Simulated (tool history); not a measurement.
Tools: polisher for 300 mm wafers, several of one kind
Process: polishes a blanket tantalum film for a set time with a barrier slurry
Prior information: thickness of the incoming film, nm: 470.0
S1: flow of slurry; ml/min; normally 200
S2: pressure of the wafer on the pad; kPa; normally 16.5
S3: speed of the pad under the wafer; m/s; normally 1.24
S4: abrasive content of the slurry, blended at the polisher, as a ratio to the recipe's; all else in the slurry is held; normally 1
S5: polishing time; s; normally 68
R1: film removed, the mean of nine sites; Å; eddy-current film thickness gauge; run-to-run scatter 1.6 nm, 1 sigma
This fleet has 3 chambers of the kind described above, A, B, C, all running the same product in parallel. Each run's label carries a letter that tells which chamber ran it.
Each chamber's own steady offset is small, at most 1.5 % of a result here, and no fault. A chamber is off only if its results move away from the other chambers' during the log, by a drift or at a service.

run   hour   S1    S2    S3   S4  S5      R1
       2.3  -- chamber B: worn pad replaced by a new one
 1B    3.7  200  16.5  1.24    1  68  1726.9
 2A      9  200  16.5  1.24    1  68  1751.6
 3C   11.9  200  16.5  1.24    1  68  1720.7
 4C   15.7  200  16.5  1.24    1  68    1687
 5B   20.4  200  16.5  1.24    1  68  1722.3
 6A   24.1  200  16.5  1.24    1  68  1740.5
 7C   30.1  200  16.5  1.24    1  68  1724.7
 8B   35.8  200  16.5  1.24    1  68  1718.5
 9A   39.9  200  16.5  1.24    1  68  1767.1
10C   45.8  200  16.5  1.24    1  68  1692.1
        47  -- chamber C: slurry blender recalibrated
      48.3  -- chamber A: worn pad replaced by a new one
      50.2  -- chamber B: head pressure recalibrated
11B   50.3  255  16.5  1.24  1.1  68  1833.6
12A   55.6  255  16.5  1.24  1.1  68  1836.9
13A   60.9  255  16.5  1.24  1.1  68  1833.7
14B   64.4  200  16.5  1.24    1  68  1719.3
15C   70.3  200  16.5  1.24    1  68  1648.5
16C   73.7  200  16.5  1.24    1  68  1698.5
17A   77.5  200  16.5  1.24    1  68  1767.3
18B   83.7  200  16.5  1.24    1  68  1734.5
19C     89  200  16.5  1.24    1  68  1658.9
20A   94.9  200  16.5  1.24    1  68    1731
21B     98  200  16.5  1.24    1  68  1731.6
     100.1  -- chamber B: slurry nozzle cleaned
22A  100.9  200  16.5  1.24    1  68  1744.7
       103  -- chamber B: worn pad replaced by a new one
     104.1  -- chamber A: slurry nozzle cleaned
23C  104.1  200  16.5  1.24    1  68  1620.9
24B  110.7  200  16.5  1.24    1  68  1741.4
25B  115.7  200  16.5  1.24    1  68  1747.6
26C  120.6  200  16.5  1.24    1  68  1586.2
27A  123.6  200  16.5  1.24    1  68  1753.5
28C  129.9  200  16.5  1.24    1  68  1585.9

Which is it: a chamber that has drifted or been left off by a service, a gauge drift common to all chambers, or only each chamber's usual small offset? If a chamber is off, name it and its likeliest cause.

One chamber, C, drifts off from the rest bit by bit.
Likeliest cause: removal rate lost through wear of the pad, % = 7.66.
Not necessarily distinguishable in this log from: slurry flow missing at the pad, %; head's pressure below its setpoint, %.

Below are 4 candidate recipes for chamber C's next run, each the usual settings with a change, their results shown as question marks. Which of them brings C's results back in line with what the other chambers give on the usual settings?
Maximum distance from the other chambers' mean on the usual settings for a result to count as in line: R1 55 Å
29C-1  134.8  200  15.9  1.24   1  68   ?
29C-2  134.8  200  16.5  1.26   1  69   ?
29C-3  134.8  200  17.2  1.28   1  70   ?
29C-4  134.8  200  15.9  1.24   1  65   ?

Average result of the remaining chambers running the usual settings: R1 1742.5 Å
  run      R1
29C-1  1510.9
29C-2  1625.3
29C-3  1744.6
29C-4  1444.3
29C-3 brings the chamber back in line.
